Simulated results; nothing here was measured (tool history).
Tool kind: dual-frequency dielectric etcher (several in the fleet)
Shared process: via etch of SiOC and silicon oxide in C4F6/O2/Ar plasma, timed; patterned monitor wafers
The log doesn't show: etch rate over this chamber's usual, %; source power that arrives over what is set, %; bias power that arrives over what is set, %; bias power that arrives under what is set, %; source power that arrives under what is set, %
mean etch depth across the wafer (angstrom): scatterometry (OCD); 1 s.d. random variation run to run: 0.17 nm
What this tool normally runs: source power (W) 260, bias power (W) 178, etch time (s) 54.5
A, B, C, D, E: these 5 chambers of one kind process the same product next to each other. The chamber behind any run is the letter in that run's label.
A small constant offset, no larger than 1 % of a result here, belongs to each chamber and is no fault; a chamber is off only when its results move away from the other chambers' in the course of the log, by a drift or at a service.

run	hour	source power (W)	bias power (W)	etch time (s)	hours since the last wet clean	hours since the last source power generator calibration	hours since the last bias power generator calibration	read-back reference wafer on the same gauge, depth_nm	mean etch depth across the wafer (angstrom)
1A	15.1	260	178	54.5	82.1	246.4	1478.3	57.916	523.92
2D	23.9	260	178	54.5	376.8	2453.3	2031.2	57.863	520.31
3E	37.1	260	178	54.5	220.7	1416.2	299.5	57.899	516.49
4B	46.7	260	178	54.5	152.2	895	3091.3	57.883	517.89
5C	56.8	260	178	54.5	296.9	997.8	1734.1	57.923	517.74
6B	67.3	260	178	54.5	172.8	915.6	3111.9	57.859	516.86
7D	75	260	178	54.5	427.9	2504.4	2082.3	57.898	520.11
8C	87.3	260	178	54.5	327.4	1028.3	1764.6	57.877	515.71
9E	97.2	260	193	54.5	280.8	1476.3	359.6	57.9	530.86
10A	108.7	260	193	54.5	175.7	340	1571.9	57.873	538.25
11E	122.5	260	193	54.5	306.1	1501.6	384.9	57.879	534.34
12D	134.1	260	193	54.5	487	2563.5	2141.4	57.857	533.91
# hour 139.9: chamber C: wet clean of the chamber
13B	145.2	260	193	54.5	250.7	993.5	3189.8	57.949	536.92
14C	153.2	260	178	54.5	13.4	1094.2	1830.5	57.917	516.39
15A	167.9	260	178	54.5	234.9	399.2	1631.1	57.873	526.4
16C	178.5	260	178	54.5	38.7	1119.5	1855.8	57.841	516.92
17B	185.5	260	178	54.5	291	1033.8	3230.1	57.891	518.37
# hour 195.2: chamber E: wet clean of the chamber
18D	199.3	260	209	69	552.2	2628.7	2206.6	57.895	692.27
# hour 206.2: chamber D: wet clean of the chamber
19E	207.6	260	209	69	12.5	1586.7	470	57.877	717.28
20A	219.4	260	209	69	286.4	450.7	1682.6	57.941	700.8
21B	227.9	260	209	69	333.4	1076.2	3272.5	57.959	693.7
22C	235.9	260	209	69	96.1	1176.9	1913.2	57.893	694.36
23E	242.9	260	137	54.5	47.8	1622	505.3	57.889	490.6
24D	251.5	260	137	54.5	45.4	2680.9	2258.8	57.887	480.7
25A	265.1	260	137	54.5	332.1	496.4	1728.3	57.874	482.5
26D	273.1	260	137	54.5	67	2702.5	2280.4	57.89	477.15
27E	281.7	260	137	54.5	86.6	1660.8	544.1	57.965	494.89
28B	289.6	260	178	54.5	395.1	1137.9	3334.2	57.878	521.03
29A	302.5	260	178	54.5	369.5	533.8	1765.7	57.857	524.35
# hour 314.1: chamber A: wet clean of the chamber
30C	316.5	260	178	54.5	176.7	1257.5	1993.8	57.883	518.67
31B	328.3	260	178	54.5	433.8	1176.6	3372.9	57.896	517.54
32A	335.6	260	178	54.5	21.6	566.9	1798.8	57.906	524.53
33E	342.7	260	165	69	147.6	1721.8	605.1	57.93	664.53
34C	350.8	260	165	69	211	1291.8	2028.1	57.856	638.87
35D	363.6	260	165	69	157.5	2793	2370.9	57.896	643.25
# hour 365.3: chamber B: wet clean of the chamber
36D	372.5	260	165	69	166.4	2801.9	2379.8	57.873	645.2
37B	387.2	260	165	69	21.9	1235.5	3431.8	57.896	641.34
38E	401.3	320	155	54.5	206.2	1780.4	663.7	57.924	554.48
39C	408.6	320	155	54.5	268.8	1349.6	2085.9	57.881	537.6

Decide between three cases: one chamber stands off from its peers, the gauge reading all wafers drifts, or nothing is wrong past each chamber's small offset. Where a chamber is off, say which and what most likely put it there.

Chamber E has stood off from the others ever since a service on it.
Most likely cause: etch rate over this chamber's usual, % = 3.89.

Which of the 4 candidates below, each the usual settings with something changed and its results left as question marks, puts chamber E back in line with what the other chambers give on the usual settings?
To be in line, a result may differ from the other chambers' mean on the usual settings by at most: mean etch depth across the wafer (angstrom) 5.9
40E-1	419.9	220	178	54.5					?
40E-2	419.9	260	178	53					?
40E-3	419.9	260	178	58.5					?
40E-4	419.9	270	186	54.5					?

Other chambers, usual settings, mean: mean etch depth across the wafer (angstrom) 520.98
run	mean etch depth across the wafer (angstrom)
40E-1	504
40E-2	522.56
40E-3	576.79
40E-4	553.27
It is 40E-2 that realigns the chamber with its peers.

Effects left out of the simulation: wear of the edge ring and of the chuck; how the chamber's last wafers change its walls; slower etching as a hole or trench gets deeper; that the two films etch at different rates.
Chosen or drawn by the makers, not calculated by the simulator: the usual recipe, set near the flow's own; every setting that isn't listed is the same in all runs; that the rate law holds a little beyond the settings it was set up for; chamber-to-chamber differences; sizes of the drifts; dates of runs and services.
